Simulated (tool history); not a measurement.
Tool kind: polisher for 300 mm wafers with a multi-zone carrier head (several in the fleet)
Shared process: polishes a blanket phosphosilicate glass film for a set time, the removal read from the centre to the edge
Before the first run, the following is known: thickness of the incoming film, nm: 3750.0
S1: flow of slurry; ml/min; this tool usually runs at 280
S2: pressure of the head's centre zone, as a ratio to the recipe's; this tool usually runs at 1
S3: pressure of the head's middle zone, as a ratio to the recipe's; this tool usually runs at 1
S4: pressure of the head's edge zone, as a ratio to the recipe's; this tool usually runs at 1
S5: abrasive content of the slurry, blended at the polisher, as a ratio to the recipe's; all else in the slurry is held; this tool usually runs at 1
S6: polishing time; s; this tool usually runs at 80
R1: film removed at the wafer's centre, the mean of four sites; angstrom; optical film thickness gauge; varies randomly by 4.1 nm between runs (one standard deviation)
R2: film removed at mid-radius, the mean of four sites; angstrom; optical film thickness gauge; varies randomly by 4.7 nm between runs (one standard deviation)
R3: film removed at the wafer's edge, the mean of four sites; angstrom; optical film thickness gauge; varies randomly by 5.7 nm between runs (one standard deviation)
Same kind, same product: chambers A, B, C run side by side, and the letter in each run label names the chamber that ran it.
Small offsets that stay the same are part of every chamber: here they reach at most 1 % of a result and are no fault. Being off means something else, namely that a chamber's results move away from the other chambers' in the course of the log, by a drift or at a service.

{"run": "1A", "day": 0.354, "S1": 280, "S2": 1, "S3": 1, "S4": 1, "S5": 1, "S6": 80, "R1": 6062.1, "R2": 5938.8, "R3": 6058}
{"run": "2C", "day": 0.662, "S1": 280, "S2": 1, "S3": 1, "S4": 1, "S5": 1, "S6": 80, "R1": 5974.9, "R2": 5953.5, "R3": 6031.8}
{"day": 0.829, "done": "chamber C: worn pad replaced by a new one"}
{"run": "3B", "day": 0.946, "S1": 280, "S2": 1, "S3": 1, "S4": 1, "S5": 1, "S6": 80, "R1": 6009.4, "R2": 6038.3, "R3": 6122.6}
{"run": "4B", "day": 1.2, "S1": 280, "S2": 1, "S3": 1, "S4": 1, "S5": 1, "S6": 80, "R1": 6066.1, "R2": 6075.5, "R3": 6067.4}
{"run": "5C", "day": 1.642, "S1": 280, "S2": 1, "S3": 1, "S4": 1, "S5": 1, "S6": 80, "R1": 5971.8, "R2": 5991.9, "R3": 5977}
{"run": "6A", "day": 1.946, "S1": 280, "S2": 1, "S3": 1, "S4": 1, "S5": 1, "S6": 80, "R1": 5927.8, "R2": 5937.5, "R3": 5905.2}
{"run": "7C", "day": 2.167, "S1": 280, "S2": 1, "S3": 1, "S4": 1, "S5": 1, "S6": 80, "R1": 6039.1, "R2": 5968.1, "R3": 5838.3}
{"run": "8A", "day": 2.608, "S1": 280, "S2": 1, "S3": 1, "S4": 1, "S5": 1, "S6": 80, "R1": 6040.8, "R2": 5905.7, "R3": 6015.1}
{"run": "9B", "day": 2.992, "S1": 280, "S2": 1, "S3": 1, "S4": 1, "S5": 1, "S6": 80, "R1": 5966.5, "R2": 5976, "R3": 6073.3}
{"run": "10A", "day": 3.417, "S1": 280, "S2": 1, "S3": 1, "S4": 1, "S5": 1, "S6": 80, "R1": 5999.4, "R2": 5905, "R3": 6065.6}
{"run": "11C", "day": 3.696, "S1": 280, "S2": 1, "S3": 1, "S4": 1, "S5": 1, "S6": 80, "R1": 6052.7, "R2": 5956.2, "R3": 5946.2}
{"run": "12B", "day": 4.025, "S1": 280, "S2": 1, "S3": 1, "S4": 0.93, "S5": 1, "S6": 80, "R1": 5878.9, "R2": 5857.1, "R3": 5680.3}
{"run": "13B", "day": 4.425, "S1": 280, "S2": 1, "S3": 1, "S4": 0.93, "S5": 1, "S6": 80, "R1": 5798.1, "R2": 5876.9, "R3": 5733.7}
{"day": 4.488, "done": "chamber A: worn pad replaced by a new one"}
{"run": "14A", "day": 4.667, "S1": 280, "S2": 1, "S3": 1, "S4": 0.93, "S5": 1, "S6": 80, "R1": 6058.4, "R2": 6089.4, "R3": 5698.7}
{"run": "15C", "day": 5.062, "S1": 280, "S2": 1, "S3": 1, "S4": 1, "S5": 1, "S6": 80, "R1": 5945.6, "R2": 5993.4, "R3": 5921.9}
{"day": 5.396, "done": "chamber C: worn pad replaced by a new one"}
{"run": "16B", "day": 5.5, "S1": 280, "S2": 1, "S3": 1, "S4": 1, "S5": 1, "S6": 80, "R1": 5820.2, "R2": 5899.2, "R3": 5786.3}
{"day": 5.567, "done": "chamber C: slurry nozzle cleaned"}
{"day": 5.821, "done": "chamber B: slurry nozzle cleaned"}
{"run": "17A", "day": 5.917, "S1": 280, "S2": 1, "S3": 1, "S4": 1, "S5": 1, "S6": 80, "R1": 6011.2, "R2": 5974.4, "R3": 5995.4}
{"run": "18C", "day": 6.288, "S1": 280, "S2": 1, "S3": 1, "S4": 1, "S5": 1, "S6": 80, "R1": 6049.5, "R2": 5957.5, "R3": 5963.1}
{"run": "19A", "day": 6.679, "S1": 280, "S2": 1, "S3": 1, "S4": 1, "S5": 1, "S6": 80, "R1": 5929, "R2": 6048.8, "R3": 5866.2}
{"run": "20C", "day": 7.004, "S1": 280, "S2": 1, "S3": 1, "S4": 1, "S5": 1, "S6": 80, "R1": 6016.9, "R2": 5959.9, "R3": 5910.9}
{"run": "21B", "day": 7.296, "S1": 280, "S2": 1, "S3": 1, "S4": 1, "S5": 1, "S6": 80, "R1": 5734.9, "R2": 5652.9, "R3": 5818.6}
{"run": "22B", "day": 7.5, "S1": 280, "S2": 1, "S3": 1, "S4": 1, "S5": 1, "S6": 80, "R1": 5697.1, "R2": 5801.1, "R3": 5764.2}
{"run": "23A", "day": 7.771, "S1": 280, "S2": 1, "S3": 1, "S4": 1, "S5": 1, "S6": 80, "R1": 5993.5, "R2": 5975, "R3": 6001.5}
{"day": 8.004, "done": "chamber C: centre zone pressure recalibrated"}
{"run": "24C", "day": 8.012, "S1": 280, "S2": 1, "S3": 1, "S4": 1, "S5": 1, "S6": 80, "R1": 6032.2, "R2": 6042, "R3": 6014.2}
{"run": "25A", "day": 8.446, "S1": 230, "S2": 1, "S3": 1, "S4": 1, "S5": 1, "S6": 80, "R1": 5809.2, "R2": 5894.2, "R3": 5945.2}
{"run": "26C", "day": 8.804, "S1": 230, "S2": 1, "S3": 1, "S4": 1, "S5": 1, "S6": 80, "R1": 5819.3, "R2": 5822.3, "R3": 5759.2}
{"run": "27B", "day": 9.238, "S1": 230, "S2": 1, "S3": 1, "S4": 1, "S5": 1, "S6": 80, "R1": 5515.9, "R2": 5550.9, "R3": 5575.2}
{"run": "28B", "day": 9.679, "S1": 280, "S2": 1, "S3": 1, "S4": 1, "S5": 1, "S6": 80, "R1": 5622.8, "R2": 5689.9, "R3": 5646.1}
{"run": "29C", "day": 10.121, "S1": 280, "S2": 1, "S3": 1, "S4": 1, "S5": 1, "S6": 80, "R1": 5969.1, "R2": 5981.4, "R3": 5896.8}

One chamber off, gauge drift, or nothing amiss beyond the chambers' own small offsets? If it is a chamber, which one, and what is the likeliest cause?

Chamber B drifts away from the others.
Cause: removal rate lost through wear of the pad, % = 7.96.

Here are 4 candidates for chamber B's next run, each the usual settings with a change, their results left as question marks. Which one brings its results back in line with what the others give on the usual settings?
In-line tolerance around the mean of the other chambers on the usual settings: R1 140 angstrom; R2 160 angstrom; R3 200 angstrom
{"run": "30B-1", "day": 10.442, "S1": 280, "S2": 0.99, "S3": 1, "S4": 1, "S5": 1, "S6": 75, "R1": "?", "R2": "?", "R3": "?"}
{"run": "30B-2", "day": 10.442, "S1": 280, "S2": 1.01, "S3": 1, "S4": 1, "S5": 1, "S6": 86, "R1": "?", "R2": "?", "R3": "?"}
{"run": "30B-3", "day": 10.442, "S1": 285, "S2": 1.02, "S3": 1, "S4": 1, "S5": 1.05, "S6": 90, "R1": "?", "R2": "?", "R3": "?"}
{"run": "30B-4", "day": 10.442, "S1": 275, "S2": 0.99, "S3": 1, "S4": 1, "S5": 0.95, "S6": 71, "R1": "?", "R2": "?", "R3": "?"}

Mean of the other chambers on the usual settings: R1 6008.7 angstrom; R2 5976.1 angstrom; R3 5985.1 angstrom
run=30B-1 R1=5144.5 R2=5207 R3=5227.8
run=30B-2 R1=6031.7 R2=5970 R3=5994.5
run=30B-3 R1=6539.3 R2=6400.4 R3=6424.3
run=30B-4 R1=4743.6 R2=4802.2 R3=4823.5
With 30B-2, the chamber falls back in line with the rest.
